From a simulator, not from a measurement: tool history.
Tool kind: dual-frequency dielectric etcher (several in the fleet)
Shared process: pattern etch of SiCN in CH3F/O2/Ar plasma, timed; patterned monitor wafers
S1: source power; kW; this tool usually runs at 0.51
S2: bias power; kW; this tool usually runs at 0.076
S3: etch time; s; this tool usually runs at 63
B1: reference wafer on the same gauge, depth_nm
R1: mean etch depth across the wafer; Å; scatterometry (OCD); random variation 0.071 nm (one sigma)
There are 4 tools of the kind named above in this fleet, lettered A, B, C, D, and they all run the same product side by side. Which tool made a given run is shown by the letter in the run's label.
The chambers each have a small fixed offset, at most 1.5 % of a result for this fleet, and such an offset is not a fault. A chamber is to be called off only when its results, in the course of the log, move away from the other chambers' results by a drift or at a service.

| run | day | S1 | S2 | S3 | B1 | R1 |
|---|---|---|---|---|---|---|
| 1A | 0.292 | 0.51 | 0.076 | 63 | 24.292 | 262.87 |
| 2D | 0.479 | 0.51 | 0.076 | 63 | 24.298 | 266.34 |
| 3C | 0.638 | 0.51 | 0.076 | 63 | 24.312 | 268.03 |
| 4B | 0.888 | 0.51 | 0.076 | 63 | 24.293 | 266 |
| 5D | 1.167 | 0.51 | 0.076 | 63 | 24.297 | 267.49 |
| 6A | 1.383 | 0.51 | 0.076 | 63 | 24.306 | 263.96 |
|  | 1.412 | chamber D: wet clean of the chamber |
| 7C | 1.679 | 0.51 | 0.076 | 63 | 24.295 | 269.21 |
| 8B | 1.829 | 0.51 | 0.076 | 63 | 24.304 | 264.58 |
| 9A | 1.992 | 0.51 | 0.076 | 63 | 24.31 | 264.15 |
| 10C | 2.133 | 0.51 | 0.076 | 63 | 24.312 | 268.9 |
| 11B | 2.4 | 0.45 | 0.061 | 63 | 24.305 | 234.53 |
| 12D | 2.567 | 0.45 | 0.061 | 63 | 24.287 | 234.77 |
| 13D | 2.7 | 0.45 | 0.061 | 63 | 24.3 | 235.35 |
| 14A | 2.85 | 0.45 | 0.061 | 63 | 24.303 | 231.09 |
| 15B | 2.996 | 0.51 | 0.076 | 63 | 24.3 | 264.82 |
| 16C | 3.192 | 0.51 | 0.076 | 63 | 24.307 | 268.03 |
| 17D | 3.321 | 0.51 | 0.076 | 63 | 24.302 | 266.3 |
| 18B | 3.562 | 0.51 | 0.076 | 63 | 24.289 | 266.32 |
| 19A | 3.825 | 0.51 | 0.076 | 63 | 24.32 | 261.35 |
| 20C | 4.004 | 0.51 | 0.076 | 63 | 24.289 | 268.51 |
| 21B | 4.196 | 0.41 | 0.065 | 63 | 24.29 | 231.69 |
| 22D | 4.358 | 0.41 | 0.065 | 63 | 24.313 | 232.32 |
| 23C | 4.583 | 0.41 | 0.065 | 63 | 24.277 | 233.59 |
| 24A | 4.817 | 0.41 | 0.065 | 63 | 24.278 | 225.83 |
| 25C | 4.954 | 0.51 | 0.076 | 63 | 24.294 | 268.98 |
| 26B | 5.108 | 0.51 | 0.076 | 63 | 24.305 | 264.57 |
| 27D | 5.342 | 0.51 | 0.076 | 63 | 24.296 | 267.04 |
| 28A | 5.504 | 0.51 | 0.076 | 63 | 24.296 | 257.79 |
| 29B | 5.633 | 0.51 | 0.076 | 63 | 24.296 | 264.61 |
|  | 5.683 | chamber C: source power generator calibrated |
| 30D | 5.875 | 0.51 | 0.076 | 63 | 24.305 | 265.94 |
| 31A | 6.075 | 0.51 | 0.076 | 63 | 24.299 | 258.96 |
| 32C | 6.367 | 0.51 | 0.076 | 63 | 24.296 | 267.68 |
| 33D | 6.521 | 0.51 | 0.076 | 63 | 24.314 | 266 |
| 34B | 6.788 | 0.51 | 0.076 | 63 | 24.296 | 265.26 |
| 35C | 7.054 | 0.51 | 0.076 | 63 | 24.301 | 268 |
| 36A | 7.225 | 0.51 | 0.076 | 63 | 24.284 | 255.37 |
| 37B | 7.417 | 0.51 | 0.076 | 63 | 24.299 | 264.48 |

Has any chamber moved away from the others, gradually or after a service, or does the common gauge drift, or do the chambers differ only by their own small steady offsets? State the chamber and the most likely cause if one applies.

It is chamber A that slowly wanders off from its peers.
Likeliest cause: etch rate under this chamber's usual, % = 2.96.

Chamber A could run next with any of the 4 candidate recipes listed below; each alters the usual settings, and their results appear as question marks. Which one brings its results back in line with what the other chambers deliver on the usual settings?
In line means no further than this from the other chambers' mean on the usual settings: R1 2.5 Å
| 38A-1 | 7.629 | 0.51 | 0.067 | 63 |  | ? |
| 38A-2 | 7.629 | 0.57 | 0.076 | 63 |  | ? |
| 38A-3 | 7.629 | 0.51 | 0.075 | 58.5 |  | ? |
| 38A-4 | 7.629 | 0.51 | 0.077 | 68 |  | ? |

Average result of the remaining chambers running the usual settings: R1 266.83 Å
| run | R1 |
|---|---|
| 38A-1 | 244.59 |
| 38A-2 | 266.64 |
| 38A-3 | 236.31 |
| 38A-4 | 277.27 |
With 38A-2, the chamber falls back in line with the rest.
